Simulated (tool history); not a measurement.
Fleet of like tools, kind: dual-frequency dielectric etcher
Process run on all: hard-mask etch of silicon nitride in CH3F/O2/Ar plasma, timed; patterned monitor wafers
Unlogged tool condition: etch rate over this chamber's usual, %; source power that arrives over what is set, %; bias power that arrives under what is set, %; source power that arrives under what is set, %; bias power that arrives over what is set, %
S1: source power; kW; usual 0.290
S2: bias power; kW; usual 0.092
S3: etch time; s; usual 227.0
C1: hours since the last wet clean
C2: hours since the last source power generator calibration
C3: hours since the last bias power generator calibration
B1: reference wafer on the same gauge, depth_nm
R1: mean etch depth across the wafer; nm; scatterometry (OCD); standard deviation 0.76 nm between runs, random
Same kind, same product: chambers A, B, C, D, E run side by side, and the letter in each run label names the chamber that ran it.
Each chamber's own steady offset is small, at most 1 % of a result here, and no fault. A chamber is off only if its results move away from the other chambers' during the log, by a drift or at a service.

{"run": "1D", "day": 0.317, "S1": 0.29, "S2": 0.092, "S3": 227.0, "C1": 298.6, "C2": 968.3, "C3": 287.8, "B1": 159.94, "R1": 154.08}
{"run": "2A", "day": 0.638, "S1": 0.29, "S2": 0.092, "S3": 227.0, "C1": 56.6, "C2": 1993.2, "C3": 2341.8, "B1": 159.95, "R1": 152.4}
{"run": "3B", "day": 0.921, "S1": 0.29, "S2": 0.092, "S3": 227.0, "C1": 229.5, "C2": 216.2, "C3": 1808.4, "B1": 159.93, "R1": 151.74}
{"run": "4E", "day": 1.075, "S1": 0.29, "S2": 0.092, "S3": 227.0, "C1": 365.7, "C2": 800.0, "C3": 1364.1, "B1": 159.76, "R1": 154.27}
{"day": 1.196, "done": "chamber A: bias power generator calibrated"}
{"run": "5C", "day": 1.292, "S1": 0.29, "S2": 0.092, "S3": 227.0, "C1": 346.5, "C2": 1440.9, "C3": 964.6, "B1": 159.96, "R1": 154.51}
{"run": "6B", "day": 1.604, "S1": 0.29, "S2": 0.092, "S3": 227.0, "C1": 245.9, "C2": 232.6, "C3": 1824.8, "B1": 160.11, "R1": 151.57}
{"run": "7A", "day": 1.933, "S1": 0.29, "S2": 0.092, "S3": 227.0, "C1": 87.7, "C2": 2024.3, "C3": 17.7, "B1": 160.05, "R1": 152.19}
{"run": "8E", "day": 2.162, "S1": 0.29, "S2": 0.092, "S3": 227.0, "C1": 391.8, "C2": 826.1, "C3": 1390.2, "B1": 160.0, "R1": 152.8}
{"run": "9D", "day": 2.417, "S1": 0.29, "S2": 0.092, "S3": 227.0, "C1": 349.0, "C2": 1018.7, "C3": 338.2, "B1": 159.82, "R1": 154.26}
{"run": "10C", "day": 2.671, "S1": 0.29, "S2": 0.092, "S3": 227.0, "C1": 379.6, "C2": 1474.0, "C3": 997.7, "B1": 159.98, "R1": 154.61}
{"run": "11B", "day": 2.842, "S1": 0.29, "S2": 0.092, "S3": 227.0, "C1": 275.6, "C2": 262.3, "C3": 1854.5, "B1": 159.84, "R1": 152.86}
{"run": "12D", "day": 3.121, "S1": 0.29, "S2": 0.092, "S3": 227.0, "C1": 365.9, "C2": 1035.6, "C3": 355.1, "B1": 160.06, "R1": 155.42}
{"day": 3.25, "done": "chamber C: wet clean of the chamber"}
{"run": "13A", "day": 3.321, "S1": 0.29, "S2": 0.092, "S3": 227.0, "C1": 121.0, "C2": 2057.6, "C3": 51.0, "B1": 159.98, "R1": 153.49}
{"run": "14C", "day": 3.55, "S1": 0.29, "S2": 0.092, "S3": 227.0, "C1": 7.3, "C2": 1495.1, "C3": 1018.8, "B1": 159.99, "R1": 161.09}
{"run": "15E", "day": 3.7, "S1": 0.29, "S2": 0.092, "S3": 227.0, "C1": 428.7, "C2": 863.0, "C3": 1427.1, "B1": 159.83, "R1": 153.34}
{"run": "16D", "day": 3.888, "S1": 0.29, "S2": 0.092, "S3": 248.5, "C1": 384.3, "C2": 1054.0, "C3": 373.5, "B1": 159.9, "R1": 170.33}
{"run": "17B", "day": 4.167, "S1": 0.29, "S2": 0.092, "S3": 248.5, "C1": 307.4, "C2": 294.1, "C3": 1886.3, "B1": 160.05, "R1": 165.44}
{"run": "18C", "day": 4.4, "S1": 0.29, "S2": 0.092, "S3": 248.5, "C1": 27.7, "C2": 1515.5, "C3": 1039.2, "B1": 159.94, "R1": 177.27}
{"run": "19E", "day": 4.679, "S1": 0.29, "S2": 0.092, "S3": 248.5, "C1": 452.2, "C2": 886.5, "C3": 1450.6, "B1": 159.9, "R1": 170.35}
{"run": "20A", "day": 4.925, "S1": 0.29, "S2": 0.092, "S3": 248.5, "C1": 159.5, "C2": 2096.1, "C3": 89.5, "B1": 159.94, "R1": 166.73}
{"run": "21E", "day": 5.162, "S1": 0.29, "S2": 0.092, "S3": 227.0, "C1": 463.8, "C2": 898.1, "C3": 1462.2, "B1": 160.16, "R1": 153.1}
{"run": "22D", "day": 5.404, "S1": 0.29, "S2": 0.092, "S3": 227.0, "C1": 420.7, "C2": 1090.4, "C3": 409.9, "B1": 159.98, "R1": 156.41}
{"run": "23B", "day": 5.683, "S1": 0.26, "S2": 0.092, "S3": 168.0, "C1": 343.8, "C2": 330.5, "C3": 1922.7, "B1": 160.07, "R1": 107.25}
{"day": 5.708, "done": "chamber D: wet clean of the chamber"}
{"run": "24C", "day": 5.904, "S1": 0.26, "S2": 0.092, "S3": 168.0, "C1": 63.8, "C2": 1551.6, "C3": 1075.3, "B1": 160.11, "R1": 115.41}
{"day": 6.104, "done": "chamber B: wet clean of the chamber"}
{"run": "25A", "day": 6.158, "S1": 0.26, "S2": 0.092, "S3": 168.0, "C1": 189.1, "C2": 2125.7, "C3": 119.1, "B1": 160.02, "R1": 108.58}
{"run": "26C", "day": 6.492, "S1": 0.26, "S2": 0.092, "S3": 168.0, "C1": 77.9, "C2": 1565.7, "C3": 1089.4, "B1": 159.93, "R1": 115.04}
{"run": "27E", "day": 6.725, "S1": 0.26, "S2": 0.092, "S3": 168.0, "C1": 501.3, "C2": 935.6, "C3": 1499.7, "B1": 160.13, "R1": 109.16}
{"run": "28B", "day": 6.917, "S1": 0.29, "S2": 0.092, "S3": 227.0, "C1": 19.6, "C2": 360.1, "C3": 1952.3, "B1": 160.18, "R1": 152.14}
{"run": "29A", "day": 7.129, "S1": 0.29, "S2": 0.092, "S3": 227.0, "C1": 212.4, "C2": 2149.0, "C3": 142.4, "B1": 159.79, "R1": 153.17}
{"run": "30D", "day": 7.321, "S1": 0.29, "S2": 0.092, "S3": 227.0, "C1": 38.8, "C2": 1136.4, "C3": 455.9, "B1": 160.13, "R1": 153.76}
{"run": "31C", "day": 7.579, "S1": 0.25, "S2": 0.109, "S3": 227.0, "C1": 104.0, "C2": 1591.8, "C3": 1115.5, "B1": 160.05, "R1": 164.05}

Is one chamber out of step, is the gauge drifting, or do the chambers differ by no more than their own small offsets? For an off chamber, give its letter and the likeliest cause.

After it was serviced, chamber C no longer matches the other chambers.
Most likely cause: etch rate over this chamber's usual, % = 4.64.

Which of the 4 candidates below, each the usual settings with something changed and its results left as question marks, puts chamber C back in line with what the other chambers give on the usual settings?
To be in line, a result may differ from the other chambers' mean on the usual settings by at most: R1 2.60 nm
{"run": "32C-1", "day": 7.825, "S1": 0.29, "S2": 0.093, "S3": 237.5, "R1": "?"}
{"run": "32C-2", "day": 7.825, "S1": 0.28, "S2": 0.09, "S3": 207.5, "R1": "?"}
{"run": "32C-3", "day": 7.825, "S1": 0.29, "S2": 0.122, "S3": 227.0, "R1": "?"}
{"run": "32C-4", "day": 7.825, "S1": 0.29, "S2": 0.079, "S3": 227.0, "R1": "?"}

Usual-settings mean across the other chambers: R1 153.34 nm
run=32C-1 R1=169.49
run=32C-2 R1=144.43
run=32C-3 R1=179.46
run=32C-4 R1=152.67
The right change is 32C-4: it brings the chamber back within the allowed miss of the others.
